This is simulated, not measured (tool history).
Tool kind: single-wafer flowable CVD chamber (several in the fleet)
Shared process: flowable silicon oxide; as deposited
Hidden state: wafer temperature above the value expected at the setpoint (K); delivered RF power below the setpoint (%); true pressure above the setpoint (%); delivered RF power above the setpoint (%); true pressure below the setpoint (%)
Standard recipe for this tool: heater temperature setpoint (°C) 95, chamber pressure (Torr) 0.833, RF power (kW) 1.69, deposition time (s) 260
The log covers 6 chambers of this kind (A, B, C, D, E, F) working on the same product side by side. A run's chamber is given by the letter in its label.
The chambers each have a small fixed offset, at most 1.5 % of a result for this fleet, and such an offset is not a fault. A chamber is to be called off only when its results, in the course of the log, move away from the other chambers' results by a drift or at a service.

run	hour	heater temperature setpoint (°C)	chamber pressure (Torr)	RF power (kW)	deposition time (s)	hours since the last thermocouple change	hours since the last RF generator calibration	hours since the last manometer calibration	read-back reference wafer on the same gauge, thickness_nm	mean film thickness on the monitor wafer (Å)
1B	7	95	0.833	1.69	260	278.6	394.7	490.5	160.01	1892.9
2F	11.8	95	0.833	1.69	260	863.5	1849.9	2211.2	160.04	1873.5
3A	16.9	95	0.833	1.69	260	1801.8	788.9	813.3	160.06	1902
4E	24	95	0.833	1.69	260	144.5	70	243.1	160.12	1868.6
5D	32	95	0.833	1.69	260	2444.1	1939.8	924.9	160.11	1894.3
6C	36.1	95	0.833	1.69	260	910.8	93.3	1586.3	160.15	1882.6
7D	44.3	95	0.833	1.69	260	2456.4	1952.1	937.2	160.2	1891.6
# hour 48: chamber A: thermocouple changed; heater temperature recalibrated
8E	52.2	95	0.833	1.69	260	172.7	98.2	271.3	160.23	1862.7
9F	59.7	95	0.973	1.69	260	911.4	1897.8	2259.1	160.21	2274.9
10C	66.1	95	0.973	1.69	260	940.8	123.3	1616.3	160.18	2293.5
11A	70.6	95	0.973	1.69	260	22.7	842.6	867	160.25	2319.3
12B	75.2	95	0.973	1.69	260	346.8	462.9	558.7	160.23	2303.1
13D	80	95	0.973	1.69	260	2492.1	1987.8	972.9	160.27	2300
14E	84.2	95	0.973	1.69	260	204.7	130.2	303.3	160.25	2260.6
15C	91.6	95	0.833	1.69	260	966.3	148.8	1641.8	160.31	1887.9
16F	96.6	95	0.833	1.69	260	948.3	1934.7	2296	160.35	1879.3
17A	103.4	95	0.833	1.69	260	55.5	875.4	899.8	160.39	1902.8
18B	111	95	0.833	1.69	260	382.6	498.7	594.5	160.32	1896.3
19E	118.2	95	0.833	1.69	260	238.7	164.2	337.3	160.48	1868.2
20C	125.5	95	0.833	1.69	260	1000.2	182.7	1675.7	160.4	1892.5
21F	129.7	95	0.833	1.69	260	981.4	1967.8	2329.1	160.53	1880.1
22B	136.6	95	0.833	1.69	260	408.2	524.3	620.1	160.52	1898.9
23D	144.2	95	1.036	1.455	260	2556.3	2052	1037.1	160.53	2375.1
24A	149.6	95	1.036	1.455	260	101.7	921.6	946	160.59	2395.9
25C	157.7	95	1.036	1.455	260	1032.4	214.9	1707.9	160.56	2366.6
26A	164.1	95	1.036	1.455	260	116.2	936.1	960.5	160.54	2396.7
27B	171.6	95	1.036	1.455	260	443.2	559.3	655.1	160.6	2377.8
28E	175.7	95	1.036	1.455	260	296.2	221.7	394.8	160.64	2345.4
29F	179.7	95	0.833	1.69	260	1031.4	2017.8	2379.1	160.62	1881
30D	185.4	95	0.833	1.69	260	2597.5	2093.2	1078.3	160.64	1898.2
31B	192.5	95	0.833	1.69	260	464.1	580.2	676	160.73	1902.8
32F	198.1	95	0.833	1.69	260	1049.8	2036.2	2397.5	160.73	1883
33D	203	95	0.833	1.69	260	2615.1	2110.8	1095.9	160.74	1897.9
34E	208.2	95	0.833	1.69	260	328.7	254.2	427.3	160.81	1872.1
35A	215.9	95	0.833	1.69	260	168	987.9	1012.3	160.73	1907.6
36C	221.6	95	0.833	1.69	260	1096.3	278.8	1771.8	160.79	1902
37F	227.9	95	0.833	1.69	260	1079.6	2066	2427.3	160.86	1880.4
38C	234.9	95	0.77	1.69	260	1109.6	292.1	1785.1	160.84	1712.8

One chamber off, gauge drift, or nothing amiss beyond the chambers' own small offsets? If it is a chamber, which one, and what is the likeliest cause?

The gauge drifts, so all chambers seem to drift together. No chamber is off.
Most likely cause: gauge reads high (%) = 0.548.
